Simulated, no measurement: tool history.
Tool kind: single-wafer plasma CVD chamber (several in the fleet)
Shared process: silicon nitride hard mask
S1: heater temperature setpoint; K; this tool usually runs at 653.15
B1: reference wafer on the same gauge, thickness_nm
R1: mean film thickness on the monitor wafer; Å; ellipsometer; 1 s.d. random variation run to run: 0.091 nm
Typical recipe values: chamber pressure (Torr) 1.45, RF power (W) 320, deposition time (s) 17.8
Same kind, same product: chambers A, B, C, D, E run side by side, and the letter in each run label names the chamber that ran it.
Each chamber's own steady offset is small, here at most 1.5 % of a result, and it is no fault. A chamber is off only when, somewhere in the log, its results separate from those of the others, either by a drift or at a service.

{"run": "1A", "hour": 10.3, "S1": 653.15, "chamber pressure (Torr)": 1.45, "RF power (W)": 320, "deposition time (s)": 17.8, "B1": 21.392, "R1": 210.09}
{"run": "2E", "hour": 16.7, "S1": 653.15, "chamber pressure (Torr)": 1.45, "RF power (W)": 320, "deposition time (s)": 17.8, "B1": 21.408, "R1": 210.03}
{"run": "3C", "hour": 25.1, "S1": 653.15, "chamber pressure (Torr)": 1.45, "RF power (W)": 320, "deposition time (s)": 17.8, "B1": 21.376, "R1": 207.06}
{"run": "4D", "hour": 33.6, "S1": 653.15, "chamber pressure (Torr)": 1.45, "RF power (W)": 320, "deposition time (s)": 17.8, "B1": 21.397, "R1": 208.06}
{"run": "5B", "hour": 44.4, "S1": 658.15, "chamber pressure (Torr)": 1.45, "RF power (W)": 320, "deposition time (s)": 17.8, "B1": 21.424, "R1": 208.16}
{"run": "6C", "hour": 52.4, "S1": 658.15, "chamber pressure (Torr)": 1.45, "RF power (W)": 320, "deposition time (s)": 17.8, "B1": 21.386, "R1": 207.48}
{"run": "7E", "hour": 57.8, "S1": 658.15, "chamber pressure (Torr)": 1.45, "RF power (W)": 320, "deposition time (s)": 17.8, "B1": 21.395, "R1": 207.25}
{"run": "8A", "hour": 67.6, "S1": 658.15, "chamber pressure (Torr)": 1.45, "RF power (W)": 320, "deposition time (s)": 17.8, "B1": 21.394, "R1": 209.53}
{"run": "9B", "hour": 76.6, "S1": 658.15, "chamber pressure (Torr)": 1.45, "RF power (W)": 320, "deposition time (s)": 17.8, "B1": 21.373, "R1": 211.07}
{"run": "10D", "hour": 86.5, "S1": 653.15, "chamber pressure (Torr)": 1.45, "RF power (W)": 320, "deposition time (s)": 17.8, "B1": 21.369, "R1": 208.8}
{"run": "11E", "hour": 91.7, "S1": 653.15, "chamber pressure (Torr)": 1.45, "RF power (W)": 320, "deposition time (s)": 17.8, "B1": 21.391, "R1": 210.16}
{"run": "12C", "hour": 97.8, "S1": 653.15, "chamber pressure (Torr)": 1.31, "RF power (W)": 365, "deposition time (s)": 17.8, "B1": 21.397, "R1": 216.87}
{"run": "13B", "hour": 106.7, "S1": 653.15, "chamber pressure (Torr)": 1.31, "RF power (W)": 365, "deposition time (s)": 17.8, "B1": 21.397, "R1": 219.73}
{"run": "14A", "hour": 115.9, "S1": 653.15, "chamber pressure (Torr)": 1.31, "RF power (W)": 365, "deposition time (s)": 17.8, "B1": 21.401, "R1": 220.23}
{"run": "15D", "hour": 122.0, "S1": 653.15, "chamber pressure (Torr)": 1.31, "RF power (W)": 365, "deposition time (s)": 17.8, "B1": 21.415, "R1": 217.24}
{"run": "16E", "hour": 130.1, "S1": 653.15, "chamber pressure (Torr)": 1.31, "RF power (W)": 365, "deposition time (s)": 17.8, "B1": 21.403, "R1": 221.51}
{"hour": 136.9, "done": "chamber A: RF generator calibrated"}
{"run": "17C", "hour": 138.0, "S1": 653.15, "chamber pressure (Torr)": 1.45, "RF power (W)": 320, "deposition time (s)": 17.8, "B1": 21.412, "R1": 205.1}
{"run": "18D", "hour": 148.0, "S1": 653.15, "chamber pressure (Torr)": 1.45, "RF power (W)": 320, "deposition time (s)": 19.4, "B1": 21.4, "R1": 228.93}
{"run": "19B", "hour": 153.9, "S1": 653.15, "chamber pressure (Torr)": 1.45, "RF power (W)": 320, "deposition time (s)": 19.4, "B1": 21.414, "R1": 228.39}
{"run": "20A", "hour": 164.2, "S1": 653.15, "chamber pressure (Torr)": 1.45, "RF power (W)": 320, "deposition time (s)": 19.4, "B1": 21.386, "R1": 228.58}
{"run": "21C", "hour": 171.4, "S1": 653.15, "chamber pressure (Torr)": 1.45, "RF power (W)": 320, "deposition time (s)": 19.4, "B1": 21.422, "R1": 222.82}
{"run": "22E", "hour": 182.6, "S1": 653.15, "chamber pressure (Torr)": 1.45, "RF power (W)": 320, "deposition time (s)": 19.4, "B1": 21.372, "R1": 227.25}
{"hour": 185.5, "done": "chamber E: RF generator calibrated"}
{"hour": 191.7, "done": "chamber C: thermocouple changed; heater temperature recalibrated"}
{"run": "23A", "hour": 191.8, "S1": 653.15, "chamber pressure (Torr)": 1.45, "RF power (W)": 320, "deposition time (s)": 17.8, "B1": 21.378, "R1": 210.29}
{"run": "24B", "hour": 203.3, "S1": 653.15, "chamber pressure (Torr)": 1.45, "RF power (W)": 320, "deposition time (s)": 17.8, "B1": 21.418, "R1": 207.38}
{"run": "25D", "hour": 214.6, "S1": 653.15, "chamber pressure (Torr)": 1.45, "RF power (W)": 320, "deposition time (s)": 17.8, "B1": 21.431, "R1": 208.45}
{"run": "26C", "hour": 224.2, "S1": 653.15, "chamber pressure (Torr)": 1.45, "RF power (W)": 320, "deposition time (s)": 17.8, "B1": 21.393, "R1": 203.27}
{"run": "27D", "hour": 235.8, "S1": 653.15, "chamber pressure (Torr)": 1.45, "RF power (W)": 320, "deposition time (s)": 17.8, "B1": 21.415, "R1": 208.56}
{"run": "28E", "hour": 241.3, "S1": 653.15, "chamber pressure (Torr)": 1.45, "RF power (W)": 320, "deposition time (s)": 17.8, "B1": 21.398, "R1": 210.58}
{"run": "29B", "hour": 251.9, "S1": 653.15, "chamber pressure (Torr)": 1.45, "RF power (W)": 320, "deposition time (s)": 17.8, "B1": 21.389, "R1": 210.4}
{"run": "30A", "hour": 257.7, "S1": 653.15, "chamber pressure (Torr)": 1.45, "RF power (W)": 320, "deposition time (s)": 17.8, "B1": 21.431, "R1": 210.19}
{"run": "31D", "hour": 266.6, "S1": 653.15, "chamber pressure (Torr)": 1.45, "RF power (W)": 320, "deposition time (s)": 17.8, "B1": 21.403, "R1": 208.29}

Is one chamber off against the others, does the gauge drift, or is nothing wrong? If a chamber is off, say which, and what the likeliest cause is.

It is chamber C that slowly wanders off from its peers.
What lies behind it: delivered RF power below the setpoint (%) = 4.79.

Which of the 4 candidates below, each the usual settings with something changed and its results left as question marks, puts chamber C back in line with what the other chambers give on the usual settings?
Allowed miss from the other chambers' usual-settings mean, per result, to count as in line: R1 3.20 Å
{"run": "32C-1", "hour": 275.1, "S1": 653.15, "chamber pressure (Torr)": 1.42, "RF power (W)": 310, "deposition time (s)": 17.0, "R1": "?"}
{"run": "32C-2", "hour": 275.1, "S1": 653.15, "chamber pressure (Torr)": 1.45, "RF power (W)": 315, "deposition time (s)": 17.3, "R1": "?"}
{"run": "32C-3", "hour": 275.1, "S1": 653.15, "chamber pressure (Torr)": 1.45, "RF power (W)": 340, "deposition time (s)": 17.8, "R1": "?"}
{"run": "32C-4", "hour": 275.1, "S1": 653.15, "chamber pressure (Torr)": 1.48, "RF power (W)": 330, "deposition time (s)": 18.6, "R1": "?"}

Mean of the other chambers on the usual settings: R1 209.40 Å
run=32C-1 R1=187.54
run=32C-2 R1=194.07
run=32C-3 R1=209.75
run=32C-4 R1=216.27
32C-3 brings the chamber back in line.

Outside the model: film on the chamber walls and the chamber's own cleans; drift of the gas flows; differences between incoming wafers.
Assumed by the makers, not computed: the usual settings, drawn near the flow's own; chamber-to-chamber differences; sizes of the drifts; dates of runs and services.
